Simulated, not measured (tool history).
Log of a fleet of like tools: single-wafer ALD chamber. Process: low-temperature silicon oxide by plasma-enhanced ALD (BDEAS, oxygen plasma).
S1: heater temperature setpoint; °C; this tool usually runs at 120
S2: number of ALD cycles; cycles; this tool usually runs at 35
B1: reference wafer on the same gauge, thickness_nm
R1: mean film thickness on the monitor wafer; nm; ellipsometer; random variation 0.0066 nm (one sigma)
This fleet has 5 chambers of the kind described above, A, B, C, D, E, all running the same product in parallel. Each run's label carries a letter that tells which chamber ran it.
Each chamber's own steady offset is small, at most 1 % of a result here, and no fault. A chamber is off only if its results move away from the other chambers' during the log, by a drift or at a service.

run     day   S1  S2      B1      R1
 1C   0.329  120  35  4.9208  4.8261
      0.454  -- chamber D: thermocouple changed; heater temperature recalibrated
 2E   0.812  120  35   4.923  4.8267
 3B   1.242  120  35  4.9221   4.791
 4D   1.675  120  35  4.9233  4.8693
 5A   2.154  120  35  4.9238  4.8377
 6C   2.612  120  35  4.9259   4.832
 7B   3.021  120  35  4.9252  4.8009
 8D   3.317  120  35  4.9252  4.8618
 9A   3.746  120  35  4.9266  4.8482
10E   4.125  120  35  4.9268  4.8334
11A   4.504  120  35    4.93  4.8441
12C   4.992  120  35  4.9288  4.8295
13D   5.342  120  38    4.93   5.291
14B   5.654  120  38  4.9292  5.2165
15E   5.996  120  38  4.9328  5.2571
16D   6.433  120  38  4.9321  5.2857
17E   6.946  120  38  4.9337  5.2534
18C   7.338  120  35  4.9324  4.8511
19A   7.671  120  35  4.9353  4.8477
      7.696  -- chamber B: thermocouple changed; heater temperature recalibrated
20B   8.067  120  35  4.9341  4.8018
21A   8.554  120  35  4.9359  4.8639
22C   8.821  120  35  4.9377    4.84
23B   9.342  120  35  4.9382  4.8092
24D   9.746  120  35  4.9395  4.8713
25E   10.05  120  35  4.9385  4.8505
26A  10.562  120  35  4.9406  4.8558
27B  10.925  120  35  4.9413  4.8085
28E  11.275  120  37  4.9427  5.1251
29D  11.625  120  37  4.9413  5.1693
30C  12.075  120  37  4.9438  5.1154
31E  12.562  120  37  4.9434  5.1268
32B  13.133  120  37   4.945  5.0872
33D  13.708  120  35  4.9443  4.8838
34A  14.171  120  35   4.948  4.8649

Is one chamber off against the others, does the gauge drift, or is nothing wrong? If a chamber is off, say which, and what the likeliest cause is.

No chamber is off; the gauge reading every chamber's wafers drifts, which makes the whole fleet appear to move together.
What lies behind it: gauge reads high (%) = 0.564.

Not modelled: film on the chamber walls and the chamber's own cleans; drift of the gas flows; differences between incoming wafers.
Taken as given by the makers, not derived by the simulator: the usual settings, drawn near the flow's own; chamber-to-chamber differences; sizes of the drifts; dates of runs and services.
